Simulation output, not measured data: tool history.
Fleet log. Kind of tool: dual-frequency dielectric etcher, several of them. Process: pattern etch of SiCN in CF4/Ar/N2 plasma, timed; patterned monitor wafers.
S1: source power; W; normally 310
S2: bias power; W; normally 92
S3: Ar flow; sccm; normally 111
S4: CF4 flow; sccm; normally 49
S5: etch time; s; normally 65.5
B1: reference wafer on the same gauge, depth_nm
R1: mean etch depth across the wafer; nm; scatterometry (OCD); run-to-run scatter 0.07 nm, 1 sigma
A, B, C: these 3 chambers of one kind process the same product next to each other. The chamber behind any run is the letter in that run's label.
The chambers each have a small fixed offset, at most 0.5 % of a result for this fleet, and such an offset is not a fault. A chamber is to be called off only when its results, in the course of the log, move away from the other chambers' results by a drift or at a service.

run  hour   S1  S2   S3  S4    S5      B1      R1
 1A   4.3  310  92  111  49  65.5  46.135  41.802
 2B   7.7  310  92  111  49  65.5  46.124  41.923
 3C  11.1  310  92  111  49  65.5  46.144  41.436
 4C  13.1  310  92  111  49  65.5  46.161  41.631
 5A    17  310  92  111  49  65.5  46.155  41.814
 6B  21.1  260  92  111  41  65.5  46.167   35.21
 7A  25.2  260  92  111  41  65.5  46.187  35.088
 8B  28.4  260  92  111  41  65.5  46.191  35.255
 9C  32.6  310  92  111  49  65.5  46.209  41.628
10A    36  310  92  111  40  57.5  46.216  35.817
     38.7  -- chamber B: wet clean of the chamber
11B  39.9  310  92  111  40  57.5  46.239  35.678
12C  43.3  310  92  111  40  57.5   46.25  35.607
13A  45.8  310  92  111  49  65.5  46.248  41.852
14C  48.6  310  92  111  49  65.5  46.274  41.826
15B  50.6  310  92  111  49  65.5  46.269  41.965
16C  54.6  310  92  111  49  65.5   46.31  41.822
17A  58.3  310  92  111  49  65.5   46.31  41.917
18B  60.4  310  92  111  49  65.5  46.303  41.995
19B    63  310  92  111  49  65.5  46.326  42.015
20A    67  310  92  111  49  65.5  46.319  42.107
21C  70.1  310  92  111  49  65.5  46.337  41.873
22A  73.3  310  92  111  49  65.5  46.347  41.895
23B  76.5  310  92  111  49  65.5  46.364   41.98
24C  79.1  310  92  111  49  65.5  46.346  41.892
25A  81.6  310  92  111  49  65.5  46.407  41.856
26C  83.6  310  92  111  49  65.5  46.379  41.949
27B  86.7  310  84  111  49  55.5  46.364  34.318
28B  88.9  310  84  111  49  55.5   46.39  34.411
29A    92  310  84  111  49  55.5  46.396  34.357

Decide between three cases: one chamber stands off from its peers, the gauge reading all wafers drifts, or nothing is wrong past each chamber's small offset. Where a chamber is off, say which and what most likely put it there.

None of the chambers is off. What moves is the gauge, dragging all their readings along together.
What lies behind it: gauge reads high (%) = 0.693.
